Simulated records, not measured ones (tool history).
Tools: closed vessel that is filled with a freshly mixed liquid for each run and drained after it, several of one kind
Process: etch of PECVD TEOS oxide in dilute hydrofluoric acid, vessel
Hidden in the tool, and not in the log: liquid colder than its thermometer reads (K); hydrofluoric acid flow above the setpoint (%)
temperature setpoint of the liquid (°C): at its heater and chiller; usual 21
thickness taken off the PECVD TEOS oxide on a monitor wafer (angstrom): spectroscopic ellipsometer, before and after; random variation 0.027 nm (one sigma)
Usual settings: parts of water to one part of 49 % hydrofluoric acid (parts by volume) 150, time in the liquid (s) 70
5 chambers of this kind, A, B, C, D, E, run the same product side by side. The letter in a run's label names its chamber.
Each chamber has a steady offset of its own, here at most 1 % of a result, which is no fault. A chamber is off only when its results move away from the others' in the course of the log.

| run | hour | temperature setpoint of the liquid (°C) | parts of water to one part of 49 % hydrofluoric acid (parts by volume) | time in the liquid (s) | hours since the thermometer was replaced | hours since the hydrofluoric acid flow meter was replaced | read-back film thickness of the PECVD TEOS oxide reference wafer, read on the same gauge (nm) | thickness taken off the PECVD TEOS oxide on a monitor wafer (angstrom) |
|---|---|---|---|---|---|---|---|---|
| 1A | 9.9 | 21 | 150 | 70 | 181.6 | 195.1 | 149.98 | 42.655 |
| 2D | 21.6 | 21 | 150 | 70 | 345.7 | 1030.6 | 150 | 42.378 |
| 3E | 31.5 | 21 | 150 | 70 | 1290.2 | 484.7 | 149.95 | 42.629 |
| 4C | 43.2 | 21 | 150 | 70 | 562.9 | 1378.3 | 149.99 | 42.458 |
| 5B | 54.2 | 17 | 215 | 70 | 482.9 | 1761.9 | 149.98 | 23.909 |
| 6E | 59.9 | 17 | 215 | 70 | 1318.6 | 513.1 | 150 | 23.354 |
| 7A | 72.4 | 17 | 215 | 70 | 244.1 | 257.6 | 149.99 | 23.247 |
| 8B | 82.3 | 17 | 215 | 70 | 511 | 1790 | 149.99 | 23.729 |
| 9D | 90.9 | 17 | 215 | 70 | 415 | 1099.9 | 150 | 23.642 |
| 10C | 99.2 | 21 | 150 | 70 | 618.9 | 1434.3 | 150.01 | 42.592 |
| 11D | 107.5 | 21 | 150 | 70 | 431.6 | 1116.5 | 150 | 42.134 |
| 12A | 114.2 | 21 | 150 | 70 | 285.9 | 299.4 | 150 | 42.456 |
| 13E | 120.5 | 21 | 150 | 70 | 1379.2 | 573.7 | 150.01 | 42.092 |
| 14C | 127.5 | 21 | 150 | 70 | 647.2 | 1462.6 | 150.02 | 42.145 |
| 15B | 136.3 | 21 | 150 | 70 | 565 | 1844 | 149.99 | 41.943 |
| 16E | 145.7 | 17 | 150 | 90 | 1404.4 | 598.9 | 149.99 | 46.208 |
| 17A | 156.9 | 17 | 150 | 90 | 328.6 | 342.1 | 149.96 | 45.692 |
|  | 157.9 | chamber C: hydrofluoric acid flow meter replaced |
| 18B | 162.3 | 17 | 150 | 90 | 591 | 1870 | 150 | 46.804 |
| 19C | 169 | 17 | 150 | 90 | 688.7 | 11.1 | 149.99 | 46.439 |
| 20D | 178.7 | 17 | 150 | 90 | 502.8 | 1187.7 | 150 | 45.759 |
| 21E | 187.7 | 21 | 150 | 70 | 1446.4 | 640.9 | 150.01 | 42.205 |
| 22D | 196.5 | 21 | 150 | 70 | 520.6 | 1205.5 | 149.98 | 40.956 |
| 23C | 203.8 | 21 | 150 | 70 | 723.5 | 45.9 | 150 | 42.617 |
| 24B | 214.2 | 21 | 150 | 70 | 642.9 | 1921.9 | 150.01 | 42.756 |
| 25A | 225.8 | 21 | 150 | 70 | 397.5 | 411 | 150.02 | 42.626 |
| 26D | 233.9 | 21 | 150 | 70 | 558 | 1242.9 | 150 | 41.736 |
| 27C | 241.1 | 21 | 150 | 70 | 760.8 | 83.2 | 150.01 | 42.607 |
| 28B | 248.8 | 21 | 150 | 70 | 677.5 | 1956.5 | 150 | 42.488 |
| 29E | 258.3 | 21 | 125 | 90 | 1517 | 711.5 | 150.01 | 66.889 |
| 30A | 269.4 | 21 | 125 | 90 | 441.1 | 454.6 | 149.98 | 66.794 |
| 31B | 281.1 | 21 | 125 | 90 | 709.8 | 1988.8 | 150.01 | 66.759 |
| 32D | 289.3 | 21 | 125 | 90 | 613.4 | 1298.3 | 149.95 | 63.967 |
| 33C | 296 | 21 | 125 | 90 | 815.7 | 138.1 | 150.01 | 67.425 |
| 34A | 303.5 | 21 | 150 | 70 | 475.2 | 488.7 | 150.03 | 42.315 |
| 35E | 312.4 | 21 | 150 | 45 | 1571.1 | 765.6 | 149.99 | 27.021 |
| 36C | 323.1 | 21 | 150 | 45 | 842.8 | 165.2 | 150 | 27.355 |
| 37E | 329.3 | 21 | 150 | 45 | 1588 | 782.5 | 149.98 | 26.949 |
| 38A | 341.4 | 21 | 150 | 45 | 513.1 | 526.6 | 149.97 | 27.098 |
| 39D | 349.6 | 21 | 150 | 45 | 673.7 | 1358.6 | 149.97 | 25.635 |
| 40B | 357.6 | 21 | 150 | 70 | 786.3 | 2065.3 | 150 | 42.222 |

Next, every chamber runs the same settings. What will each give?
| 41A | 366.5 | 21 | 150 | 70 |  |  |  | ? |
| 41B | 366.5 | 21 | 150 | 70 |  |  |  | ? |
| 41C | 366.5 | 21 | 150 | 70 |  |  |  | ? |
| 41D | 366.5 | 21 | 150 | 70 |  |  |  | ? |
| 41E | 366.5 | 21 | 150 | 70 |  |  |  | ? |

| run | thickness taken off the PECVD TEOS oxide on a monitor wafer (angstrom) |
|---|---|
| 41A | 42.331 |
| 41B | 42.64 |
| 41C | 42.673 |
| 41D | 39.788 |
| 41E | 41.972 |

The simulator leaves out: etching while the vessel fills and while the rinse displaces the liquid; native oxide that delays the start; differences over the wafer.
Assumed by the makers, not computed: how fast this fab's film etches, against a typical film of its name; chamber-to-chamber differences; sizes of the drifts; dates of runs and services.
